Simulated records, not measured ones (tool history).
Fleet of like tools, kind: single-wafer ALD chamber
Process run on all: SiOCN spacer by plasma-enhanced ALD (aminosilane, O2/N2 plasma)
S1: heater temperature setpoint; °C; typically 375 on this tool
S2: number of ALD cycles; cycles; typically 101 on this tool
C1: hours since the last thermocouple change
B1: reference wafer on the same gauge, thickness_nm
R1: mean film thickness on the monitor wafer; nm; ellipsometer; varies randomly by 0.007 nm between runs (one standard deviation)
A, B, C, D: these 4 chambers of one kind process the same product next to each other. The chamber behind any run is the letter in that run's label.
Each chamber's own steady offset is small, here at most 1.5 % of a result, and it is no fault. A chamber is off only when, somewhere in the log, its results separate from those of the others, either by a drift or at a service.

run 1D day=0.242 | S1=375 S2=101 | C1=2020.4 | B1=6.7790 | R1=6.1731
run 2C day=0.542 | S1=375 S2=101 | C1=791.2 | B1=6.7786 | R1=6.0663
run 3A day=0.804 | S1=375 S2=101 | C1=1101.8 | B1=6.7799 | R1=6.0749
run 4B day=1.008 | S1=375 S2=101 | C1=2387.0 | B1=6.7802 | R1=6.0679
run 5A day=1.221 | S1=375 S2=101 | C1=1111.8 | B1=6.7750 | R1=6.1024
run 6D day=1.517 | S1=375 S2=101 | C1=2051.0 | B1=6.7782 | R1=6.1875
run 7C day=1.738 | S1=375 S2=101 | C1=819.9 | B1=6.7743 | R1=6.0595
run 8B day=1.996 | S1=375 S2=101 | C1=2410.7 | B1=6.7726 | R1=6.0653
run 9C day=2.304 | S1=368 S2=101 | C1=833.5 | B1=6.7738 | R1=6.0593
run 10D day=2.504 | S1=368 S2=101 | C1=2074.7 | B1=6.7724 | R1=6.1756
run 11A day=2.746 | S1=368 S2=101 | C1=1148.4 | B1=6.7720 | R1=6.0841
run 12B day=2.992 | S1=368 S2=101 | C1=2434.6 | B1=6.7712 | R1=6.0487
run 13D day=3.317 | S1=375 S2=89 | C1=2094.2 | B1=6.7691 | R1=5.4415
run 14B day=3.579 | S1=375 S2=89 | C1=2448.7 | B1=6.7678 | R1=5.3497
run 15C day=3.862 | S1=375 S2=89 | C1=870.9 | B1=6.7682 | R1=5.3419
run 16A day=4.088 | S1=375 S2=89 | C1=1180.6 | B1=6.7660 | R1=5.3735
run 17A day=4.317 | S1=375 S2=101 | C1=1186.1 | B1=6.7680 | R1=6.0766
run 18D day=4.654 | S1=375 S2=101 | C1=2126.3 | B1=6.7656 | R1=6.1771
run 19B day=4.842 | S1=375 S2=101 | C1=2479.0 | B1=6.7645 | R1=6.0509
-- day=5.154 chamber B: thermocouple changed; heater temperature recalibrated
run 20C day=5.183 | S1=375 S2=101 | C1=902.6 | B1=6.7642 | R1=6.0636
run 21D day=5.488 | S1=375 S2=101 | C1=2146.3 | B1=6.7611 | R1=6.1735
run 22C day=5.662 | S1=375 S2=101 | C1=914.1 | B1=6.7627 | R1=6.0534
run 23B day=5.950 | S1=375 S2=101 | C1=19.2 | B1=6.7630 | R1=6.0467
run 24A day=6.179 | S1=375 S2=101 | C1=1230.8 | B1=6.7611 | R1=6.0694
run 25D day=6.483 | S1=375 S2=101 | C1=2170.2 | B1=6.7625 | R1=6.1720
run 26A day=6.762 | S1=375 S2=101 | C1=1244.8 | B1=6.7598 | R1=6.0761
run 27B day=6.996 | S1=375 S2=101 | C1=44.3 | B1=6.7583 | R1=6.0438
run 28C day=7.162 | S1=375 S2=101 | C1=950.1 | B1=6.7580 | R1=6.0492
run 29B day=7.542 | S1=368 S2=101 | C1=57.4 | B1=6.7573 | R1=6.0451
run 30D day=7.721 | S1=368 S2=101 | C1=2199.9 | B1=6.7572 | R1=6.1653
run 31C day=7.925 | S1=368 S2=101 | C1=968.4 | B1=6.7557 | R1=6.0480
run 32A day=8.121 | S1=368 S2=101 | C1=1277.4 | B1=6.7556 | R1=6.0752
run 33D day=8.471 | S1=363 S2=119 | C1=2217.9 | B1=6.7557 | R1=7.2718
run 34C day=8.829 | S1=363 S2=119 | C1=990.1 | B1=6.7525 | R1=7.1237
run 35B day=9.129 | S1=363 S2=119 | C1=95.5 | B1=6.7511 | R1=7.1144
run 36A day=9.488 | S1=363 S2=119 | C1=1310.2 | B1=6.7502 | R1=7.1430
run 37C day=9.858 | S1=375 S2=101 | C1=1014.8 | B1=6.7488 | R1=6.0430
run 38B day=10.071 | S1=375 S2=101 | C1=118.1 | B1=6.7476 | R1=6.0447

Which is it: a chamber that has drifted or been left off by a service, a gauge drift common to all chambers, or only each chamber's usual small offset? If a chamber is off, name it and its likeliest cause.

The shared gauge is drifting. All chambers look as if they move in step, but none is off.
What lies behind it: gauge reads low (%) = 0.469.
